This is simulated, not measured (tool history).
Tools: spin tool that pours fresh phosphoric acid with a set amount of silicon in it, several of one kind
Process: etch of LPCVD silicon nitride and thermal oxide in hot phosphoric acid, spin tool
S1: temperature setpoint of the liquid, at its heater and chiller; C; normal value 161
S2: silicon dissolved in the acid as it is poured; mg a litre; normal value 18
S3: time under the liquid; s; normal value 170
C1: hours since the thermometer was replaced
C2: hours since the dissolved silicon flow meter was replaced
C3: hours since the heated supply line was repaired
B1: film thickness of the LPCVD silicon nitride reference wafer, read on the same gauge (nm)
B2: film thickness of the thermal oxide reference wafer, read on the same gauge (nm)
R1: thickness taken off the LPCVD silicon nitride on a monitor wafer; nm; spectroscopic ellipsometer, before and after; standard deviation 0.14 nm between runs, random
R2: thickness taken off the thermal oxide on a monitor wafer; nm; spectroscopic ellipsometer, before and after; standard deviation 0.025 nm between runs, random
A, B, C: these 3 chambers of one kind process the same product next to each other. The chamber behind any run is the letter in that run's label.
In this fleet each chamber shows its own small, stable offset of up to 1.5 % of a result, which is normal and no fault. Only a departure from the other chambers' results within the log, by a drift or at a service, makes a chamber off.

run     day   S1  S2   S3      C1      C2      C3      B1      B2       R1       R2
 1A   0.588  161  18  170  1042.2   381.9   161.9  149.98  150.02  15.0930  0.35660
 2B   1.092  161  18  170   538.0   928.5  1220.2  150.02  150.01  14.7390  0.35570
 3C   1.662  161  18  170  1306.6   112.5   618.9  149.99  149.97  15.2180  0.27957
 4A   2.271  161  18  170  1082.6   422.3   202.3  149.98  150.03  14.7120  0.34659
 5B   2.908  161  18  170   581.6   972.1  1263.8  150.02  150.02  14.8350  0.29917
 6C   3.329  161  18  170  1346.6   152.5   658.9  150.02  150.05  15.1160  0.35418
 7C   3.921  161  18  170  1360.8   166.7   673.1  149.96  150.04  15.1700  0.38756
 8B   4.212  161  18  170   612.9  1003.4  1295.1  149.98  150.01  14.4920  0.30836
 9A   4.583  161  18  170  1138.1   477.8   257.8  149.99  149.99  15.0550  0.37271
10A   5.188  161  18  170  1152.6   492.3   272.3  150.00  150.04  14.9260  0.34886
      5.275  -- chamber A: dissolved silicon flow meter replaced
11B   5.746  161  18  170   649.7  1040.2  1331.9  150.00  150.00  14.3910  0.38147
      5.758  -- chamber B: dissolved silicon flow meter replaced
12C   6.200  161  18  170  1415.5   221.4   727.8  149.99  150.02  15.1100  0.30792
13C   6.821  161  18  170  1430.4   236.3   742.7  150.03  150.00  15.0770  0.38089
14B   7.225  161  18  255   685.2    35.3  1367.4  149.98  150.01  21.4000  0.50583
15A   7.562  161  18  255  1209.6    54.9   329.3  149.99  150.03  22.3300  0.50874
16C   8.125  161  18  255  1461.7   267.6   774.0  150.02  150.01  22.7970  0.61522
17A   8.462  161  18  170  1231.2    76.5   350.9  149.98  150.01  14.7920  0.38141
18B   9.071  159  18  105   729.5    79.6  1411.7  149.98  149.99   8.2185  0.17535
19A   9.708  159  18  105  1261.1   106.4   380.8  150.00  149.99   8.7270  0.19472
20C  10.046  159  18  105  1507.8   313.7   820.1  149.99  150.00   8.7252  0.18005
21B  10.550  161  18  170   765.0   115.1  1447.2  149.99  150.02  14.0170  0.33055
22C  10.896  161  18  170  1528.2   334.1   840.5  150.01  149.98  15.0820  0.37229
23B  11.425  161  18  170   786.0   136.1  1468.2  150.01  149.99  13.8680  0.28793
24A  11.954  161  31  170  1315.0   160.3   434.7  150.00  150.01  15.0390  0.23164
25C  12.408  161  31  170  1564.5   370.4   876.8  149.99  150.00  15.0730  0.22671
26A  12.846  161  31  170  1336.4   181.7   456.1  149.99  150.01  14.9490  0.21067
27B  13.417  161  18  170   833.8   183.9  1516.0  150.01  150.02  13.6610  0.30557
28A  13.754  161  18  170  1358.2   203.5   477.9  149.99  149.95  14.8960  0.35696
29B  14.321  161  18  170   855.5   205.6  1537.7  149.98  150.04  13.7760  0.33790

Does one chamber stand apart from the rest, does the shared gauge drift, or is all well apart from small per-chamber offsets? Give the chamber and the most likely cause, where there is one.

Little by little, chamber B moves away from the other chambers.
Cause: temperature lost on the way to the wafer (K) = 2.48.
The log may not separate it from: liquid colder than its thermometer reads (K).

Here are 4 candidates for chamber B's next run, each the usual settings with a change, their results left as question marks. Which one brings its results back in line with what the others give on the usual settings?
In line here means within this much of the mean the other chambers give on the usual settings: R1 0.4900 nm; R2 0.08900 nm
30B-1  14.804  161.5  15  185                       ?   ?
30B-2  14.804  160.5  23  145                       ?   ?
30B-3  14.804  160.5  21  155                       ?   ?
30B-4  14.804  161.5  13  195                       ?   ?

On the usual settings, the other chambers give on average: R1 14.9850 nm; R2 0.35176 nm
  run       R1       R2
30B-1  15.1750  0.35160
30B-2  11.4980  0.20525
30B-3  12.2910  0.23239
30B-4  15.9950  0.38820
30B-1 puts the chamber back in line with the other chambers.

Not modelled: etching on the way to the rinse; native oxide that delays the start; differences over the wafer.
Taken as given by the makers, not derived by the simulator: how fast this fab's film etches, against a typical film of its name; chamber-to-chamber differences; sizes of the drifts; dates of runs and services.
